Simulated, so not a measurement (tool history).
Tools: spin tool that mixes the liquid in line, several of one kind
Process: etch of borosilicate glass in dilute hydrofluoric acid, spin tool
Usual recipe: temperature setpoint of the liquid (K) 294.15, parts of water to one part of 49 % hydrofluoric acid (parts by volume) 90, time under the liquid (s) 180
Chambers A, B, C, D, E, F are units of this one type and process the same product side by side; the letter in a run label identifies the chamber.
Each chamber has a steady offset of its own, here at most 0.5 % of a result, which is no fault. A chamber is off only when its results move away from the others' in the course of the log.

run	hour	temperature setpoint of the liquid (K)	parts of water to one part of 49 % hydrofluoric acid (parts by volume)	time under the liquid (s)	read-back film thickness of the borosilicate glass reference wafer, read on the same gauge (nm)	thickness taken off the borosilicate glass on a monitor wafer (angstrom)
1B	4.9	294.15	90	180	50.009	458.18
2D	9.2	294.15	90	180	50.025	447.59
3E	15.2	294.15	90	180	49.981	444.83
4A	18.9	294.15	90	180	50.041	456.98
5F	24.3	294.15	90	180	50.026	447.82
6C	30.8	294.15	90	180	50.024	450.91
7A	36.9	294.15	50	180	49.983	855.68
# hour 37.5: chamber E: thermometer replaced
8B	39.9	294.15	50	180	49.991	851.39
9C	43.2	294.15	50	180	50.001	852.5
10E	48.1	294.15	50	180	50.027	855.78
11D	54.5	294.15	50	180	49.982	865.54
12F	60.3	294.15	50	180	49.973	862.37
13B	64.5	294.15	90	180	49.982	440.55
14A	69.4	294.15	90	180	50.022	451.17
15F	72.7	294.15	90	180	50.001	451.63
# hour 73.2: chamber D: thermometer replaced
16E	76.2	294.15	90	180	49.967	445.08
17D	80	294.15	90	180	49.987	446.78
18C	86.8	294.15	90	180	49.972	451.81
19C	91.3	294.15	90	180	50.016	444.15
20D	96.5	294.15	90	180	49.992	453.04
21B	101.7	294.15	90	180	50.006	441.25
22E	106.1	290.15	70	180	49.993	499.67
23F	109.8	290.15	70	180	49.976	502.09
24A	113.7	290.15	70	180	50.002	505.83
25C	118.8	290.15	70	180	50.002	495.19
26E	123.8	290.15	70	180	49.995	500.68
27D	129.2	290.15	70	180	50.039	496.79
28B	133.2	294.15	90	180	49.985	434
29F	139.2	294.15	90	180	49.997	444.52
30A	142.6	294.15	90	180	49.976	450.42
31E	145.8	294.15	90	180	49.993	440.89
32C	148.8	294.15	90	180	50.01	452.32
33D	151.9	294.15	90	180	50.035	448.06
34B	156.2	294.15	90	180	49.955	430.9
35A	162.6	294.15	90	180	50.003	453.33
36F	167.4	294.15	90	180	50.023	448.81
37D	173	294.15	90	180	49.966	449.65
38F	179.6	294.15	90	180	50.018	448.6
39A	186.3	294.15	90	180	49.971	445.65
40E	191.2	294.15	90	180	50.008	452.44
41C	196.4	294.15	90	180	49.954	446.55
42B	203.1	294.15	90	180	49.992	413.75
43A	209.7	294.15	90	180	49.987	454.28
44E	214.1	298.65	125	180	50.021	368.2

One chamber off, gauge drift, or nothing amiss beyond the chambers' own small offsets? If it is a chamber, which one, and what is the likeliest cause?

Chamber B drifts away from the others.
What lies behind it: hydrofluoric acid flow below the setpoint (%) = 7.32.
The log may not separate it from: liquid colder than its thermometer reads (K).

Below are 4 candidate recipes for chamber B's next run, each the usual settings with a change, their results shown as question marks. Which of them brings B's results back in line with what the other chambers give on the usual settings?
A result is in line if it is within this distance of the other chambers' mean on the usual settings: thickness taken off the borosilicate glass on a monitor wafer (angstrom) 13
45B-1	219	296.15	90	180		?
45B-2	219	294.15	90	185		?
45B-3	219	292.15	90	180		?
45B-4	219	294.15	90	175		?

Usual-settings mean across the other chambers: thickness taken off the borosilicate glass on a monitor wafer (angstrom) 448.24
run	thickness taken off the borosilicate glass on a monitor wafer (angstrom)
45B-1	449.88
45B-2	426.97
45B-3	383.07
45B-4	403.89
Change 45B-1 lands the chamber within the allowed miss of the other chambers.

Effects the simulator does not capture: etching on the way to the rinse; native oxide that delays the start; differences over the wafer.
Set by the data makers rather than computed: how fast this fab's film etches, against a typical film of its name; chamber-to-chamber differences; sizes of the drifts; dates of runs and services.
